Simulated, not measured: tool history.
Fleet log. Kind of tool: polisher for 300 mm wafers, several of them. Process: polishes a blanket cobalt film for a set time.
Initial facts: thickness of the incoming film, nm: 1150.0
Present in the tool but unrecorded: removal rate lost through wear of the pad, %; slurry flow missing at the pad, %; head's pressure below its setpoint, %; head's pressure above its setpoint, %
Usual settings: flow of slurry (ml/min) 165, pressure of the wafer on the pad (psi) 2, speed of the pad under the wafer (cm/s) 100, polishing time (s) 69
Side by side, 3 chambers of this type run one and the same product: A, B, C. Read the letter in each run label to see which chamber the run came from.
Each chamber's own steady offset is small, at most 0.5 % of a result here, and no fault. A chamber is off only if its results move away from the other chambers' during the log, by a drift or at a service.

run,hour,flow of slurry (ml/min),pressure of the wafer on the pad (psi),speed of the pad under the wafer (cm/s),polishing time (s),wafers polished on this pad,hours since the slurry nozzle was cleaned,hours since the head pressure was calibrated,film removed (nm)
1B,3.9,165,2,100,69,295,426.3,585.6,287.81
2A,7.4,165,2,100,69,222,102.5,610.3,289.04
3C,12.6,165,2,100,69,257,34,413.3,295.2
4B,15.6,165,2,100,69,370,438,597.3,288.27
5A,18.1,165,2,100,69,291,113.2,621,288.03
# hour 21.7: chamber C: head pressure recalibrated
6C,22.1,165,2,100,69,317,43.5,0.5,288.93
7C,25.2,165,2,100,69,337,46.6,3.6,287.52
8B,27.7,165,2,100,69,447,450.1,609.4,289.57
9A,31.8,165,2,100,69,378,126.9,634.7,288.48
10A,34.5,165,2.3,100,69,395,129.6,637.4,336.4
11B,37.8,165,2.3,100,69,512,460.2,619.5,335.15
12C,41,165,2.3,100,69,438,62.4,19.4,332.28
13B,44.3,165,2,100,69,554,466.7,626,290.62
14C,46.7,165,1.8,100,89,475,68.1,25.1,333.33
15A,51.2,165,1.8,100,89,502,146.3,654.1,333.88
16A,55.4,165,1.8,100,89,529,150.5,658.3,333.42
17B,59.3,165,2,100,69,649,481.7,641,290.58
18C,62.9,165,2,100,69,578,84.3,41.3,282.18
19A,68.1,165,2,100,69,610,163.2,671,287.37
20B,72.1,195,2,66,69,731,494.5,653.8,194.75
21C,76,195,2,66,69,662,97.4,54.4,182.99
22C,78.6,195,2,66,69,679,100,57,190.89
23B,81.1,205,2,100,85,789,503.5,662.8,367.06
24A,84.9,205,2,100,85,718,180,687.8,367.08
25B,87.3,205,2,100,85,829,509.7,669,376.88
# hour 88.7: chamber A: worn pad replaced by a new one
26A,91.3,165,2,100,69,16,186.4,694.2,285.53
27C,96,165,2,100,69,790,117.4,74.4,272.02
28A,100.6,165,2,100,69,76,195.7,703.5,284.95
29B,103.6,165,2,100,69,933,526,685.3,291.49
30C,107,165,2,100,69,860,128.4,85.4,269.01
31C,109.6,205,1.7,100,69,877,131,88,235.9
32A,114.8,205,1.7,100,69,167,209.9,717.7,251.68
33B,118.3,205,1.7,100,69,1027,540.7,700,255.83
34B,121.6,130,1.8,100,69,1048,544,703.3,248.7
35A,124.4,130,1.8,100,69,228,219.5,727.3,247.97
36C,129.5,130,1.8,100,69,1004,150.9,107.9,225.85
37A,132.2,165,2,100,69,278,227.3,735.1,285.42
38B,134.6,165,2,100,69,1131,557,716.3,294.61

Does one chamber stand apart from the rest, does the shared gauge drift, or is all well apart from small per-chamber offsets? Give the chamber and the most likely cause, where there is one.

It is chamber C that slowly wanders off from its peers.
Most likely cause: removal rate lost through wear of the pad, % = 11.1.
The log might look much the same if the cause were instead: slurry flow missing at the pad, %; head's pressure below its setpoint, %.

Below are 4 candidate recipes for chamber C's next run, each the usual settings with a change, their results shown as question marks. Which of them brings C's results back in line with what the other chambers give on the usual settings?
In line here means within this much of the mean the other chambers give on the usual settings: film removed (nm) 10
39C-1,138.4,170,2,110,75,,,,?
39C-2,138.4,165,2.1,104,72,,,,?
39C-3,138.4,165,1.9,92,64,,,,?
39C-4,138.4,165,1.9,96,67,,,,?

What the other chambers average on the usual settings: film removed (nm) 289.78
run,film removed (nm)
39C-1,311.16
39C-2,295.1
39C-3,209.35
39C-4,228.84
Change 39C-2 lands the chamber within the allowed miss of the other chambers.
